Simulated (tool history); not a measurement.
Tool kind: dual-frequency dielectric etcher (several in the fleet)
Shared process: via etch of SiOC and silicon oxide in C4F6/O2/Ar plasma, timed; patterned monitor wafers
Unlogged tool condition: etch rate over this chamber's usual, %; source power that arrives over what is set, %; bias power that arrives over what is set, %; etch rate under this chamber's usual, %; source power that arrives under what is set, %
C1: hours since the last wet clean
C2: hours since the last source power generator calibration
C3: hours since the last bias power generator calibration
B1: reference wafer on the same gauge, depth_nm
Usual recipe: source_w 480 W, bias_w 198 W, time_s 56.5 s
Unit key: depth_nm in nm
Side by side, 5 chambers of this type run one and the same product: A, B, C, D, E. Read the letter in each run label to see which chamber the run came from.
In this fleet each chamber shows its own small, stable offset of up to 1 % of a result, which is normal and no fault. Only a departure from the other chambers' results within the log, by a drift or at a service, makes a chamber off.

run 1D hour=11.6 | source_w=480 bias_w=198 time_s=56.5 | C1=393.6 C2=1443 C3=1702 | B1=74.168 | depth_nm=71.347
run 2A hour=17.5 | source_w=480 bias_w=198 time_s=56.5 | C1=458.6 C2=1110.9 C3=394.3 | B1=74.092 | depth_nm=70.357
run 3C hour=26.7 | source_w=480 bias_w=198 time_s=56.5 | C1=182.7 C2=2928.1 C3=758 | B1=74.331 | depth_nm=70.806
run 4B hour=35.6 | source_w=480 bias_w=198 time_s=56.5 | C1=168.3 C2=1296.8 C3=1595.3 | B1=74.293 | depth_nm=70.507
run 5E hour=45.1 | source_w=410 bias_w=198 time_s=48.5 | C1=427.1 C2=2230.5 C3=2222.8 | B1=74.168 | depth_nm=56.179
-- hour=50 chamber D: wet clean of the chamber
run 6E hour=56.6 | source_w=410 bias_w=198 time_s=48.5 | C1=438.6 C2=2242 C3=2234.3 | B1=74.24 | depth_nm=56.555
-- hour=57.8 chamber E: wet clean of the chamber
run 7C hour=64.1 | source_w=410 bias_w=198 time_s=48.5 | C1=220.1 C2=2965.5 C3=795.4 | B1=74.175 | depth_nm=57.095
run 8A hour=75.3 | source_w=410 bias_w=198 time_s=48.5 | C1=516.4 C2=1168.7 C3=452.1 | B1=74.2 | depth_nm=56.659
run 9D hour=81 | source_w=410 bias_w=198 time_s=48.5 | C1=31.1 C2=1512.4 C3=1771.4 | B1=74.204 | depth_nm=57.2
run 10B hour=89.5 | source_w=480 bias_w=198 time_s=56.5 | C1=222.2 C2=1350.7 C3=1649.2 | B1=74.244 | depth_nm=70.302
run 11A hour=98.1 | source_w=480 bias_w=198 time_s=56.5 | C1=539.2 C2=1191.5 C3=474.9 | B1=74.162 | depth_nm=70.249
run 12B hour=103.9 | source_w=480 bias_w=198 time_s=56.5 | C1=236.6 C2=1365.1 C3=1663.6 | B1=74.199 | depth_nm=70.754
run 13D hour=115.1 | source_w=480 bias_w=198 time_s=56.5 | C1=65.2 C2=1546.5 C3=1805.5 | B1=74.176 | depth_nm=70.526
run 14E hour=122.1 | source_w=370 bias_w=171 time_s=56.5 | C1=64.3 C2=2307.5 C3=2299.8 | B1=74.195 | depth_nm=60.478
-- hour=127.8 chamber A: wet clean of the chamber
run 15C hour=130.6 | source_w=370 bias_w=171 time_s=56.5 | C1=286.6 C2=3032 C3=861.9 | B1=74.226 | depth_nm=60.624
run 16E hour=138.5 | source_w=370 bias_w=171 time_s=56.5 | C1=80.7 C2=2323.9 C3=2316.2 | B1=74.191 | depth_nm=60.83
run 17A hour=149.8 | source_w=370 bias_w=171 time_s=56.5 | C1=22 C2=1243.2 C3=526.6 | B1=74.252 | depth_nm=60.493
run 18B hour=157.8 | source_w=370 bias_w=171 time_s=56.5 | C1=290.5 C2=1419 C3=1717.5 | B1=74.106 | depth_nm=60.205
run 19D hour=163.9 | source_w=480 bias_w=198 time_s=56.5 | C1=114 C2=1595.3 C3=1854.3 | B1=74.186 | depth_nm=70.829
run 20C hour=172.9 | source_w=480 bias_w=198 time_s=56.5 | C1=328.9 C2=3074.3 C3=904.2 | B1=74.174 | depth_nm=70.52
run 21E hour=182 | source_w=570 bias_w=198 time_s=56.5 | C1=124.2 C2=2367.4 C3=2359.7 | B1=74.177 | depth_nm=75.393
run 22B hour=188 | source_w=570 bias_w=198 time_s=56.5 | C1=320.7 C2=1449.2 C3=1747.7 | B1=74.185 | depth_nm=73.944
run 23A hour=198.7 | source_w=570 bias_w=198 time_s=56.5 | C1=70.9 C2=1292.1 C3=575.5 | B1=74.165 | depth_nm=74.911
run 24D hour=206.7 | source_w=570 bias_w=198 time_s=56.5 | C1=156.8 C2=1638.1 C3=1897.1 | B1=74.202 | depth_nm=76.037
run 25C hour=215.4 | source_w=570 bias_w=198 time_s=56.5 | C1=371.4 C2=3116.8 C3=946.7 | B1=74.306 | depth_nm=74.809
run 26D hour=220.8 | source_w=520 bias_w=198 time_s=62.5 | C1=170.9 C2=1652.2 C3=1911.2 | B1=74.231 | depth_nm=81.353
run 27B hour=226.6 | source_w=520 bias_w=198 time_s=62.5 | C1=359.3 C2=1487.8 C3=1786.3 | B1=74.238 | depth_nm=78.209
run 28E hour=235.7 | source_w=520 bias_w=198 time_s=62.5 | C1=177.9 C2=2421.1 C3=2413.4 | B1=74.175 | depth_nm=79.999
-- hour=243.2 chamber C: wet clean of the chamber
run 29C hour=245.2 | source_w=520 bias_w=198 time_s=62.5 | C1=2 C2=3146.6 C3=976.5 | B1=74.166 | depth_nm=80.947
run 30A hour=253.8 | source_w=520 bias_w=198 time_s=62.5 | C1=126 C2=1347.2 C3=630.6 | B1=74.125 | depth_nm=80.454

Has any chamber moved away from the others, gradually or after a service, or does the common gauge drift, or do the chambers differ only by their own small steady offsets? State the chamber and the most likely cause if one applies.

It is chamber B that slowly wanders off from its peers.
Most likely cause: etch rate under this chamber's usual, % = 3.26.

Here are 4 candidates for chamber B's next run, each the usual settings with a change, their results left as question marks. Which one brings its results back in line with what the others give on the usual settings?
Allowed miss from the other chambers' usual-settings mean, per result, to count as in line: depth_nm 1 nm
run 31B-1 hour=262.5 | source_w=480 bias_w=198 time_s=58 | depth_nm=?
run 31B-2 hour=262.5 | source_w=530 bias_w=214 time_s=56.5 | depth_nm=?
run 31B-3 hour=262.5 | source_w=470 bias_w=196 time_s=53.5 | depth_nm=?
run 31B-4 hour=262.5 | source_w=460 bias_w=191 time_s=56.5 | depth_nm=?

On the usual settings, the other chambers give on average: depth_nm 70.492 nm
run=31B-1 depth_nm=70.292
run=31B-2 depth_nm=73.003
run=31B-3 depth_nm=64.096
run=31B-4 depth_nm=66.56
31B-1 brings the chamber back in line.
